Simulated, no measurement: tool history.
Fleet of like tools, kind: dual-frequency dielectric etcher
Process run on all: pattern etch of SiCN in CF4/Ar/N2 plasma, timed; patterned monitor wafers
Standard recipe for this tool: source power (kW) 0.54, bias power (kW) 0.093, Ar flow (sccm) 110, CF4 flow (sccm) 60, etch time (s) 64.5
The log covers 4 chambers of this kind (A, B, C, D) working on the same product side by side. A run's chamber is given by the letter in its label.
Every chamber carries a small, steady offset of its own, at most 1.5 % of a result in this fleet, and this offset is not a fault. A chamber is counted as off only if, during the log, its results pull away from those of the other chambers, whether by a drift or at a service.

run    day  source power (kW)  bias power (kW)  Ar flow (sccm)  CF4 flow (sccm)  etch time (s)  read-back reference wafer on the same gauge, depth_nm  mean etch depth across the wafer (nm)
 1A  0.183               0.54            0.093             110               60           64.5                                                 63.725                                 68.068
 2B   0.35               0.54            0.093             110               60           64.5                                                 63.713                                 68.528
 3C  0.538               0.54            0.093             110               60           64.5                                                 63.724                                 69.614
 4D  0.658               0.54            0.093             110               60           64.5                                                 63.703                                 69.009
 5A  0.846               0.54            0.093             110               60           64.5                                                  63.64                                 67.636
 6B  1.046               0.54            0.093             110               60           64.5                                                 63.699                                 68.512
 7D  1.179               0.54            0.093             110               60           64.5                                                 63.691                                 68.944
 8C  1.288               0.54            0.093             110               73           64.5                                                 63.723                                 71.345
 9B  1.392               0.54            0.093             110               73           64.5                                                 63.693                                 70.918
10A  1.546               0.54            0.093             110               73           64.5                                                 63.724                                 69.866
11D  1.658               0.54            0.093             110               73           64.5                                                  63.68                                 70.836
12C  1.783               0.54            0.093             110               60           64.5                                                 63.671                                 69.127
13A  1.971               0.54            0.093             110               60           64.5                                                 63.733                                 67.548
     2.038  -- chamber B: source power generator calibrated
14D  2.188               0.54            0.071             110               60           64.5                                                 63.722                                 62.932
15C    2.4               0.54            0.071             110               60           64.5                                                 63.694                                 62.875
16B  2.533               0.54            0.071             110               60           64.5                                                 63.634                                 60.107
17C  2.717               0.54            0.071             110               60           64.5                                                 63.711                                 62.917
18A  2.867               0.54            0.093             110               60           64.5                                                 63.723                                 68.171
19D  3.067               0.54            0.093             110               60           64.5                                                 63.694                                 68.743
20B  3.246               0.54            0.093             110               60           64.5                                                 63.721                                  66.25
21C  3.358               0.54            0.093             110               60           64.5                                                 63.724                                 69.233
22A  3.542               0.54            0.093             110               60           64.5                                                 63.678                                 67.491
23D  3.646               0.54            0.093             110               60             78                                                 63.729                                 83.191
24B  3.817               0.54            0.093             110               60             78                                                 63.712                                 80.511
25C  3.917               0.54            0.093             110               60             78                                                 63.739                                 83.961
26D  4.112               0.54            0.093             110               60             78                                                 63.753                                 83.664
27A  4.321               0.54            0.093             110               60           64.5                                                 63.675                                 67.602
28B  4.512               0.54            0.093             110               60           64.5                                                 63.636                                 66.759

Next, every chamber runs the same settings. What will each give?
29A  4.671               0.62            0.093             110               60           64.5                                                                                             ?
29B  4.671               0.62            0.093             110               60           64.5                                                                                             ?
29C  4.671               0.62            0.093             110               60           64.5                                                                                             ?
29D  4.671               0.62            0.093             110               60           64.5                                                                                             ?

run  mean etch depth across the wafer (nm)
29A                                 75.933
29B                                 74.717
29C                                 78.666
29D                                 77.883
